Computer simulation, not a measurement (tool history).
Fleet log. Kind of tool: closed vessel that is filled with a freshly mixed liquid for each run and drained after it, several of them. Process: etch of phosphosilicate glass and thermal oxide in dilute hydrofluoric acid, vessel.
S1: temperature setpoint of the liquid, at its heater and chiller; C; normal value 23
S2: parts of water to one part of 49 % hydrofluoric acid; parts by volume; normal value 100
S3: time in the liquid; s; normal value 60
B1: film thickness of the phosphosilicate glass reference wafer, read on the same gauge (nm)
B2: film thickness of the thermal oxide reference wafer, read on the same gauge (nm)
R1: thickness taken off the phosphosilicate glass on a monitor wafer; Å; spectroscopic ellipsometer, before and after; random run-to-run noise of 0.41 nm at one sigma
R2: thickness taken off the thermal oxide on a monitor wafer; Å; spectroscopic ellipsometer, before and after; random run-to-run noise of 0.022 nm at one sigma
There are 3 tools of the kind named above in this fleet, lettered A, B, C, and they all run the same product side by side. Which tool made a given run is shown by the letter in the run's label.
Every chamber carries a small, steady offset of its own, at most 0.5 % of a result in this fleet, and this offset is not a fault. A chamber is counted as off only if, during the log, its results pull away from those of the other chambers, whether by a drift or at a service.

run   hour  S1   S2  S3      B1      B2      R1      R2
 1B    7.1  23  100  60  79.981  99.993  675.97  27.616
 2C   11.3  23  100  60  80.011   99.98  679.93  28.162
 3A   16.5  23  100  60  80.002   99.99  682.27  28.439
 4A   22.2  23  100  60  79.983  99.995  669.61  27.728
 5C   28.3  23  100  60  79.979  99.981  678.08  28.214
 6B   31.9  23  100  60   79.99     100  667.63  27.848
 7B   37.1  23  100  60  80.038  99.988  675.97   28.05
 8A   40.5  23  100  60  79.997  100.02  674.91  28.123
 9C     46  23  100  60  79.997  100.03  671.87  28.402
10A   53.1  23  100  60      80  100.01  672.53  28.406
11C   57.9  23  100  60  80.048  99.997  685.29  28.054
12B   64.6  23  100  60  79.958  99.999  673.04  27.669
13A   69.6  23  100  60  79.968     100  673.95  27.922
14C   74.8  23  100  60  80.021   99.99  680.83  27.996
15B   81.3  23  100  60  79.961  99.992  671.44  27.531
16A   88.3  23  100  60  79.977  99.979  674.86  27.857
17C   95.4  23  100  60  80.032  100.02  671.64  28.039
18B  101.8  23  100  60  79.982  99.983  674.12  27.942
19C  109.2  23  100  60  79.979  99.977  667.21  28.253
20B    114  23  100  60   79.95  100.01   667.6  27.999
21A  120.3  23  100  60  79.986  99.978  671.66  28.132
22B  124.5  23  100  60  80.022  99.982  669.55  28.206
23A  128.2  23   70  60  80.038  100.02  985.07  41.926
24C  132.1  23   70  60  79.979  100.03  996.59  41.089
25C  138.4  23   70  60  79.979   99.99  992.63  41.124
26A  142.4  23  100  60  80.013  99.974  674.54  27.795
27B  149.1  23  100  60  79.984  100.02  670.67   28.09
28A  155.4  23  100  60  80.006   99.94  665.38  28.143
29C  162.4  23  100  60  80.049  99.974  681.36  28.084
30B  167.2  23  100  60  79.971  99.961  675.24  28.063
31A  171.9  23  100  60   80.02  99.973  675.28   28.26

The same settings go to every chamber for the next run, one line per chamber below. Forecast the results for each:
32A  177.3  23  100  60           ?   ?
32B  177.3  23  100  60           ?   ?
32C  177.3  23  100  60           ?   ?

run      R1      R2
32A   672.7  28.008
32B  672.89  27.902
32C  678.11  28.588
